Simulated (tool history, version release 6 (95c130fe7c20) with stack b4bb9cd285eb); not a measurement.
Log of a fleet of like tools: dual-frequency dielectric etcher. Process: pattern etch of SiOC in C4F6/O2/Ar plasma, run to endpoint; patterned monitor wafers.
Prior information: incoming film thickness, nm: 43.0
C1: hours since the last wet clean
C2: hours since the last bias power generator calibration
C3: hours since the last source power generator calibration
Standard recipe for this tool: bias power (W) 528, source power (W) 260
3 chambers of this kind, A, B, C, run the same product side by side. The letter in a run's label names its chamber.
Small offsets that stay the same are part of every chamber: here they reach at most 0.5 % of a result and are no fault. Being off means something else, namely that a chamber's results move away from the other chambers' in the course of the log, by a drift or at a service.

Run 1B, hour 11.3: usual settings; C1 232; C2 2319.5; C3 867.2. Result: endpoint time (s) 16.445.
Run 2A, hour 25.8: usual settings; C1 145.1; C2 851.2; C3 2545.4. Result: endpoint time (s) 16.784.
Run 3C, hour 35.5: usual settings; C1 83.4; C2 134.2; C3 789.6. Result: endpoint time (s) 16.462.
Run 4C, hour 51.3: usual settings; C1 99.2; C2 150; C3 805.4. Result: endpoint time (s) 16.502.
Run 5B, hour 67.1: usual settings; C1 287.8; C2 2375.3; C3 923. Result: endpoint time (s) 16.625.
Run 6A, hour 79.4: usual settings; C1 198.7; C2 904.8; C3 2599. Result: endpoint time (s) 16.566.
Run 7B, hour 89.3: usual settings but source power (W) 240; C1 310; C2 2397.5; C3 945.2. Result: endpoint time (s) 17.183.
Run 8C, hour 100.7: usual settings but source power (W) 240; C1 148.6; C2 199.4; C3 854.8. Result: endpoint time (s) 16.956.
Run 9A, hour 108.7: usual settings but source power (W) 240; C1 228; C2 934.1; C3 2628.3. Result: endpoint time (s) 17.297.
Run 10C, hour 118: usual settings; C1 165.9; C2 216.7; C3 872.1. Result: endpoint time (s) 16.236.
Run 11B, hour 133.5: usual settings; C1 354.2; C2 2441.7; C3 989.4. Result: endpoint time (s) 16.571.
Run 12A, hour 147.6: usual settings but bias power (W) 471, source power (W) 230; C1 266.9; C2 973; C3 2667.2. Result: endpoint time (s) 18.163.
Run 13C, hour 163.1: usual settings but bias power (W) 471, source power (W) 230; C1 211; C2 261.8; C3 917.2. Result: endpoint time (s) 17.893.
Run 14A, hour 177.1: usual settings but bias power (W) 471, source power (W) 230; C1 296.4; C2 1002.5; C3 2696.7. Result: endpoint time (s) 18.289.
Run 15B, hour 191.3: usual settings; C1 412; C2 2499.5; C3 1047.2. Result: endpoint time (s) 16.501.
Run 16B, hour 204.1: usual settings; C1 424.8; C2 2512.3; C3 1060. Result: endpoint time (s) 16.551.
At hour 210.7: chamber B: wet clean of the chamber.
Run 17C, hour 219.2: usual settings; C1 267.1; C2 317.9; C3 973.3. Result: endpoint time (s) 16.51.
Run 18A, hour 226.4: usual settings; C1 345.7; C2 1051.8; C3 2746. Result: endpoint time (s) 16.699.
Run 19C, hour 240.1: usual settings; C1 288; C2 338.8; C3 994.2. Result: endpoint time (s) 16.586.
Run 20A, hour 252.3: usual settings; C1 371.6; C2 1077.7; C3 2771.9. Result: endpoint time (s) 16.798.
Run 21B, hour 260.2: usual settings; C1 49.5; C2 2568.4; C3 1116.1. Result: endpoint time (s) 17.103.
Run 22A, hour 270.3: usual settings; C1 389.6; C2 1095.7; C3 2789.9. Result: endpoint time (s) 16.663.
Run 23B, hour 285.5: usual settings; C1 74.8; C2 2593.7; C3 1141.4. Result: endpoint time (s) 17.19.
Run 24C, hour 293.2: usual settings; C1 341.1; C2 391.9; C3 1047.3. Result: endpoint time (s) 16.34.
Run 25C, hour 309.4: usual settings; C1 357.3; C2 408.1; C3 1063.5. Result: endpoint time (s) 16.61.
Run 26B, hour 316.7: usual settings; C1 106; C2 2624.9; C3 1172.6. Result: endpoint time (s) 17.469.
Run 27A, hour 325.6: usual settings; C1 444.9; C2 1151; C3 2845.2. Result: endpoint time (s) 16.782.
Run 28C, hour 333.8: usual settings; C1 381.7; C2 432.5; C3 1087.9. Result: endpoint time (s) 16.505.
Run 29A, hour 349.9: usual settings; C1 469.2; C2 1175.3; C3 2869.5. Result: endpoint time (s) 16.564.
Run 30B, hour 358.5: usual settings; C1 147.8; C2 2666.7; C3 1214.4. Result: endpoint time (s) 17.367.
Run 31B, hour 366.9: usual settings; C1 156.2; C2 2675.1; C3 1222.8. Result: endpoint time (s) 17.295.
Run 32A, hour 378.9: usual settings; C1 498.2; C2 1204.3; C3 2898.5. Result: endpoint time (s) 16.627.
At hour 387.3: chamber A: wet clean of the chamber.
Run 33C, hour 394.3: usual settings; C1 442.2; C2 493; C3 1148.4. Result: endpoint time (s) 16.894.
Run 34C, hour 404.6: usual settings; C1 452.5; C2 503.3; C3 1158.7. Result: endpoint time (s) 16.428.
Run 35A, hour 413.5: usual settings; C1 26.2; C2 1238.9; C3 2933.1. Result: endpoint time (s) 16.821.

Is one chamber off against the others, does the gauge drift, or is nothing wrong? If a chamber is off, say which, and what the likeliest cause is.

A service on chamber B put it out of line with the rest.
Cause: etch rate under this chamber's usual, % = 4.22.

Below are 4 candidate recipes for chamber B's next run, each the usual settings with a change, their results shown as question marks. Which of them brings B's results back in line with what the other chambers give on the usual settings?
Maximum distance from the other chambers' mean on the usual settings for a result to count as in line: endpoint time (s) 0.49
Run 36B-1, hour 425.2: usual settings but bias power (W) 456, source power (W) 230. Result: endpoint time (s) ?.
Run 36B-2, hour 425.2: usual settings but bias power (W) 497, source power (W) 250. Result: endpoint time (s) ?.
Run 36B-3, hour 425.2: usual settings but bias power (W) 653. Result: endpoint time (s) ?.
Run 36B-4, hour 425.2: usual settings but source power (W) 290. Result: endpoint time (s) ?.

Mean of the other chambers on the usual settings: endpoint time (s) 16.611
  run  endpoint time (s)
36B-1             19.072
36B-2             17.894
36B-3             15.844
36B-4             16.557
With 36B-4, the chamber falls back in line with the rest.
